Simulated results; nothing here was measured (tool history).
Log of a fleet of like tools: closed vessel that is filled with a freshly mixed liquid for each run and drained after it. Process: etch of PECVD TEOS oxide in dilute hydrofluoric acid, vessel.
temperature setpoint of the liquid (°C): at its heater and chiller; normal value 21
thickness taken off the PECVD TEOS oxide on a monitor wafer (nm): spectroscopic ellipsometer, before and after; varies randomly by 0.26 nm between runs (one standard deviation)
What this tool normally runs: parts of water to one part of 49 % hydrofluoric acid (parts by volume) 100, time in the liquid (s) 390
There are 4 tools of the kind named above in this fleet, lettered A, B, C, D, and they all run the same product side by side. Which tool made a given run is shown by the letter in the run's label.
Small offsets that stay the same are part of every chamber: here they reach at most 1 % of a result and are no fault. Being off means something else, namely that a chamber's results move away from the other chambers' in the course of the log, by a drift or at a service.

run   hour  temperature setpoint of the liquid (°C)  parts of water to one part of 49 % hydrofluoric acid (parts by volume)  time in the liquid (s)  hours since the thermometer was replaced  hours since the hydrofluoric acid flow meter was replaced  read-back film thickness of the PECVD TEOS oxide reference wafer, read on the same gauge (nm)  thickness taken off the PECVD TEOS oxide on a monitor wafer (nm)
 1A   10.6                                       21                                                                     100                     390                                     172.4                                                      610.3                                                                                         130.00                                                            47.610
 2C   18.8                                       21                                                                     100                     390                                     462.6                                                      787.2                                                                                         130.00                                                            46.978
 3B   29.4                                       21                                                                     100                     390                                     463.7                                                      540.1                                                                                         130.02                                                            47.448
 4D   36.6                                       21                                                                     100                     390                                     491.5                                                       43.5                                                                                         130.01                                                            46.796
 5A   45.2                                       21                                                                     100                     390                                     207.0                                                      644.9                                                                                         130.02                                                            47.500
 6B   53.6                                       21                                                                     100                     390                                     487.9                                                      564.3                                                                                         129.99                                                            47.637
 7D   59.1                                       21                                                                     100                     390                                     514.0                                                       66.0                                                                                         130.00                                                            47.481
 8C   70.1                                       21                                                                     100                     390                                     513.9                                                      838.5                                                                                         130.05                                                            47.071
 9A   77.0                                       18                                                                      55                     390                                     238.8                                                      676.7                                                                                         130.02                                                            79.685
10B   83.3                                       18                                                                      55                     390                                     517.6                                                      594.0                                                                                         129.98                                                            80.087
11C   92.5                                       18                                                                      55                     390                                     536.3                                                      860.9                                                                                         129.96                                                            79.490
12D  100.7                                       18                                                                      55                     390                                     555.6                                                      107.6                                                                                         129.99                                                            80.322
13D  110.8                                       21                                                                     100                     390                                     565.7                                                      117.7                                                                                         130.00                                                            47.183
14A  119.9                                       21                                                                     100                     390                                     281.7                                                      719.6                                                                                         130.02                                                            48.184
15C  128.5                                       21                                                                     100                     390                                     572.3                                                      896.9                                                                                         129.96                                                            47.158
16B  134.3                                       21                                                                     100                     390                                     568.6                                                      645.0                                                                                         130.02                                                            47.892
17B  141.1                                       21                                                                     100                     390                                     575.4                                                      651.8                                                                                         129.99                                                            47.706
18C  146.7                                       21                                                                     100                     390                                     590.5                                                      915.1                                                                                         130.00                                                            47.079
19A  151.6                                       21                                                                     100                     390                                     313.4                                                      751.3                                                                                         130.00                                                            48.992
20D  160.1                                       21                                                                     100                     390                                     615.0                                                      167.0                                                                                         130.01                                                            46.933
21B  167.1                                       21                                                                     100                     390                                     601.4                                                      677.8                                                                                         129.99                                                            47.484
22A  177.5                                       21                                                                     100                     390                                     339.3                                                      777.2                                                                                         129.99                                                            48.824
23C  182.6                                       21                                                                     100                     390                                     626.4                                                      951.0                                                                                         129.99                                                            47.107
24D  191.7                                       21                                                                     145                     390                                     646.6                                                      198.6                                                                                         130.01                                                            30.878
25B  200.1                                       21                                                                     145                     390                                     634.4                                                      710.8                                                                                         130.02                                                            31.626
26A  205.2                                       21                                                                     145                     390                                     367.0                                                      804.9                                                                                         129.99                                                            33.051
27C  216.0                                       21                                                                     145                     390                                     659.8                                                      984.4                                                                                         129.98                                                            31.076
28D  225.2                                       21                                                                     100                     390                                     680.1                                                      232.1                                                                                         129.98                                                            47.700
29B  231.5                                       21                                                                     140                     390                                     665.8                                                      742.2                                                                                         130.00                                                            32.357
30D  239.6                                       21                                                                     140                     390                                     694.5                                                      246.5                                                                                         130.01                                                            32.067
31C  248.4                                       21                                                                     140                     390                                     692.2                                                     1016.8                                                                                         130.03                                                            32.443
32A  256.4                                       21                                                                     140                     390                                     418.2                                                      856.1                                                                                         130.00                                                            34.371
33B  263.2                                       21                                                                     100                     390                                     697.5                                                      773.9                                                                                         130.03                                                            48.036
34D  272.6                                       21                                                                     100                     390                                     727.5                                                      279.5                                                                                         129.98                                                            47.362

Next, every chamber runs the same settings. What will each give?
35A  280.7                                       21                                                                      60                     390                                                                                                                                                                                                                                                                     ?
35B  280.7                                       21                                                                      60                     390                                                                                                                                                                                                                                                                     ?
35C  280.7                                       21                                                                      60                     390                                                                                                                                                                                                                                                                     ?
35D  280.7                                       21                                                                      60                     390                                                                                                                                                                                                                                                                     ?

run  thickness taken off the PECVD TEOS oxide on a monitor wafer (nm)
35A                                                            87.371
35B                                                            84.161
35C                                                            80.827
35D                                                            83.065
